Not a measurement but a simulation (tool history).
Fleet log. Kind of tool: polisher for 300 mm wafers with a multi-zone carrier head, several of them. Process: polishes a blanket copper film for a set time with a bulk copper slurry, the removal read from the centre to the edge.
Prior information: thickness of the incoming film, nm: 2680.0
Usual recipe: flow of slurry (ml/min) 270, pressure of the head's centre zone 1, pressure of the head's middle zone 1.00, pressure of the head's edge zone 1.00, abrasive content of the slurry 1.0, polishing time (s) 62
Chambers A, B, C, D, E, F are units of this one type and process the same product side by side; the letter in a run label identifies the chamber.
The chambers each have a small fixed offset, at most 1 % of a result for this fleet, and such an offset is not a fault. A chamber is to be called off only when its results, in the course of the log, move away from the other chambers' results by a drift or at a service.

run,hour,flow of slurry (ml/min),pressure of the head's centre zone,pressure of the head's middle zone,pressure of the head's edge zone,abrasive content of the slurry,polishing time (s),film removed at the wafer's centre (angstrom),film removed at mid-radius (angstrom),film removed at the wafer's edge (angstrom)
# hour 1.1: chamber E: edge zone pressure recalibrated
1C,5.9,270,1,1.00,1.00,1.0,62,4651.9,4717.4,4591.7
# hour 9.6: chamber E: slurry nozzle cleaned
2A,12.1,270,1,1.00,1.00,1.0,62,4607.9,4665.2,4687.0
# hour 14.9: chamber B: edge zone pressure recalibrated
3E,22.4,270,1,1.00,1.00,1.0,62,4587.4,4503.6,4667.8
4F,27.3,270,1,1.00,1.00,1.0,62,4637.8,4597.4,4581.2
5B,36.7,270,1,1.00,0.94,1.0,62,4688.1,4557.6,4533.6
6D,46.3,270,1,1.00,0.94,1.0,62,4639.4,4645.2,4530.0
7D,54.2,270,1,1.00,0.94,1.0,62,4727.7,4680.2,4533.7
8C,63.7,270,1,1.00,0.94,1.0,62,4623.1,4617.9,4548.2
# hour 65.4: chamber D: worn pad replaced by a new one
9F,71.4,270,1,1.00,0.94,1.0,62,4670.4,4647.4,4461.9
10E,77.2,270,1,1.00,0.94,1.0,62,4581.5,4535.5,4468.5
# hour 79.5: chamber F: worn pad replaced by a new one
# hour 82.4: chamber C: slurry nozzle cleaned
11B,85.8,270,1,1.00,1.00,1.0,62,4686.7,4599.5,4651.5
# hour 87.7: chamber C: worn pad replaced by a new one
# hour 92.2: chamber E: worn pad replaced by a new one
12A,94.0,270,1,1.00,1.00,1.0,62,4608.9,4587.9,4607.0
# hour 100.7: chamber A: worn pad replaced by a new one
13F,104.4,270,1,1.00,1.00,1.0,62,4581.0,4604.5,4631.0
14C,110.9,270,1,1.00,1.06,0.8,62,4514.6,4419.1,4515.2
15D,115.8,270,1,1.00,1.06,0.8,62,4449.5,4452.0,4617.7
# hour 116.1: chamber B: worn pad replaced by a new one
16B,121.3,270,1,1.00,1.06,0.8,62,4437.3,4347.2,4525.8
17A,128.2,270,1,1.00,1.06,0.8,62,4408.8,4419.2,4426.5
18E,137.1,270,1,1.00,1.06,0.8,62,4442.0,4389.0,4568.1
# hour 140.8: chamber D: edge zone pressure recalibrated
19D,146.1,270,1,1.00,1.06,0.8,62,4390.1,4364.1,4564.2
# hour 147.0: chamber D: worn pad replaced by a new one
20B,154.1,270,1,1.00,1.00,1.0,62,4659.6,4659.2,4688.3
21A,159.8,270,1,1.00,1.00,1.0,62,4608.6,4632.1,4602.0
22C,164.6,270,1,1.00,1.00,1.0,62,4663.9,4719.8,4589.4
# hour 173.3: chamber A: slurry nozzle cleaned
23E,174.9,270,1,1.00,1.00,1.0,70,5282.7,5204.0,5221.8
24F,182.8,270,1,1.00,1.00,1.0,70,5268.1,5230.8,5151.5
25F,191.5,270,1,1.00,1.00,1.0,70,5099.9,5234.7,5182.8
# hour 192.7: chamber F: worn pad replaced by a new one
26C,200.8,270,1,1.00,1.00,1.0,70,5252.1,5266.8,5229.2
27E,207.3,270,1,1.00,1.00,1.0,70,5209.1,5176.9,5246.6
# hour 211.0: chamber C: worn pad replaced by a new one
28D,214.1,270,1,1.00,1.00,1.0,70,5293.1,5177.7,5245.7
29A,219.7,270,1,1.00,1.00,1.0,62,4590.3,4626.3,4544.5
# hour 226.7: chamber A: edge zone pressure recalibrated
30B,227.2,270,1,1.00,1.00,1.0,62,4695.6,4596.0,4602.1
# hour 229.9: chamber D: worn pad replaced by a new one
31D,233.3,270,1,1.00,1.00,1.0,62,4649.2,4715.9,4568.9
# hour 234.3: chamber E: worn pad replaced by a new one
32C,239.4,270,1,1.00,1.00,1.0,62,4671.4,4653.5,4598.9
# hour 240.9: chamber A: worn pad replaced by a new one
# hour 243.3: chamber B: worn pad replaced by a new one
33B,247.9,270,1,1.00,1.00,1.0,62,4673.4,4576.3,4641.7
34A,253.3,270,1,1.00,1.00,1.0,62,4585.4,4629.7,4545.1
35F,263.0,270,1,1.00,1.00,1.0,62,4535.3,4695.5,4648.0
# hour 266.6: chamber A: centre zone pressure recalibrated
36E,271.1,270,1,1.00,1.00,1.0,62,4586.2,4550.2,4652.0
37E,277.1,270,1,1.00,1.00,1.0,62,4636.1,4528.0,4642.7
38F,282.6,270,1,0.92,1.06,1.0,62,4544.5,4218.8,4699.1
39A,291.3,270,1,0.92,1.06,1.0,62,4630.8,4334.5,4759.9
40D,300.7,270,1,0.92,1.06,1.0,62,4672.7,4336.1,4767.4
41B,308.5,270,1,0.92,1.06,1.0,62,4615.2,4243.9,4881.5
42C,318.4,270,1,0.92,1.06,1.0,62,4721.9,4263.3,4760.6
43A,325.9,270,1,0.92,1.06,1.0,62,4672.4,4326.9,4619.6

One chamber off, gauge drift, or nothing amiss beyond the chambers' own small offsets? If it is a chamber, which one, and what is the likeliest cause?

Beyond each chamber's small constant offset nothing stands out, and the gauge stays steady.

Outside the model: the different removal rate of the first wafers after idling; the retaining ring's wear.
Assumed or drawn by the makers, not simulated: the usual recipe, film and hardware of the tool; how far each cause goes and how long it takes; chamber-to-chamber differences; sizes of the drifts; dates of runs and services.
